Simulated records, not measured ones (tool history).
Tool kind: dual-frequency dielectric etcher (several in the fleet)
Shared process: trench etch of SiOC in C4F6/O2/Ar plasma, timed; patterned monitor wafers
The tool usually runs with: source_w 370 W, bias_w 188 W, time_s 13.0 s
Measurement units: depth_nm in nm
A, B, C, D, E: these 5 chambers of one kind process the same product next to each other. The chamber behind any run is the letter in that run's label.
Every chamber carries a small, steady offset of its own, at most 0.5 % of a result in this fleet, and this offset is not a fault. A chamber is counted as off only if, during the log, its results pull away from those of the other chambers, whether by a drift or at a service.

run,hour,source_w,bias_w,time_s,"read-back reference wafer on the same gauge, depth_nm",depth_nm
1A,15.8,370,188,13.0,25.205,26.529
2E,27.0,370,188,13.0,25.200,26.471
3D,38.0,370,188,13.0,25.196,26.541
4B,48.4,370,188,13.0,25.199,26.612
5C,58.0,370,188,13.0,25.182,26.533
# hour 65.1: chamber D: wet clean of the chamber
6A,72.1,370,188,13.0,25.182,26.491
7B,82.6,370,188,13.0,25.181,26.635
8C,91.8,370,188,13.0,25.172,26.475
9E,101.2,370,188,13.0,25.166,26.475
10D,110.2,370,188,13.0,25.167,26.522
# hour 110.3: chamber A: wet clean of the chamber
11A,121.0,370,188,13.0,25.165,26.448
12C,133.9,370,188,9.0,25.169,18.326
13D,145.0,370,188,9.0,25.154,18.360
14B,159.2,370,188,9.0,25.154,18.385
15E,172.3,370,188,9.0,25.158,18.304
# hour 182.0: chamber C: bias power generator calibrated
16D,184.1,370,188,9.0,25.153,18.330
17E,191.5,370,188,13.0,25.153,26.473
18A,200.5,370,188,13.0,25.147,26.362
19C,215.5,370,225,11.0,25.138,23.705
20B,223.2,370,225,11.0,25.135,23.752
21B,237.7,370,225,11.0,25.136,23.856
22C,249.7,370,225,11.0,25.130,23.688
23A,260.6,370,225,11.0,25.125,23.708
24E,271.8,370,188,13.0,25.115,26.420
25D,284.3,330,188,15.0,25.120,29.281
26A,297.7,330,188,15.0,25.111,29.117
# hour 304.2: chamber D: source power generator calibrated
# hour 309.4: chamber E: wet clean of the chamber
27B,310.7,330,188,15.0,25.107,29.347
28C,321.8,330,188,15.0,25.110,29.139
# hour 331.4: chamber A: source power generator calibrated
# hour 335.1: chamber C: wet clean of the chamber
29E,336.5,330,188,15.0,25.095,29.198
30D,348.3,370,188,13.0,25.100,26.379
31A,358.0,370,188,13.0,25.097,26.423
32D,370.4,370,188,13.0,25.090,26.447
# hour 381.3: chamber B: wet clean of the chamber
33B,382.8,370,188,13.0,25.091,26.558
34E,397.7,370,188,13.0,25.084,26.350
35C,410.3,370,188,13.0,25.077,26.427
36D,426.1,370,188,13.0,25.082,26.389
37C,433.9,370,153,10.5,25.081,19.938
38E,443.5,370,153,10.5,25.072,20.001
39A,451.4,370,153,10.5,25.071,19.980
40B,465.2,370,153,10.5,25.064,20.024

Predict what each chamber gives when all 5 of them run the settings below next.
41A,476.9,370,188,13.0,,?
41B,476.9,370,188,13.0,,?
41C,476.9,370,188,13.0,,?
41D,476.9,370,188,13.0,,?
41E,476.9,370,188,13.0,,?

run,depth_nm
41A,26.420
41B,26.454
41C,26.341
41D,26.387
41E,26.406
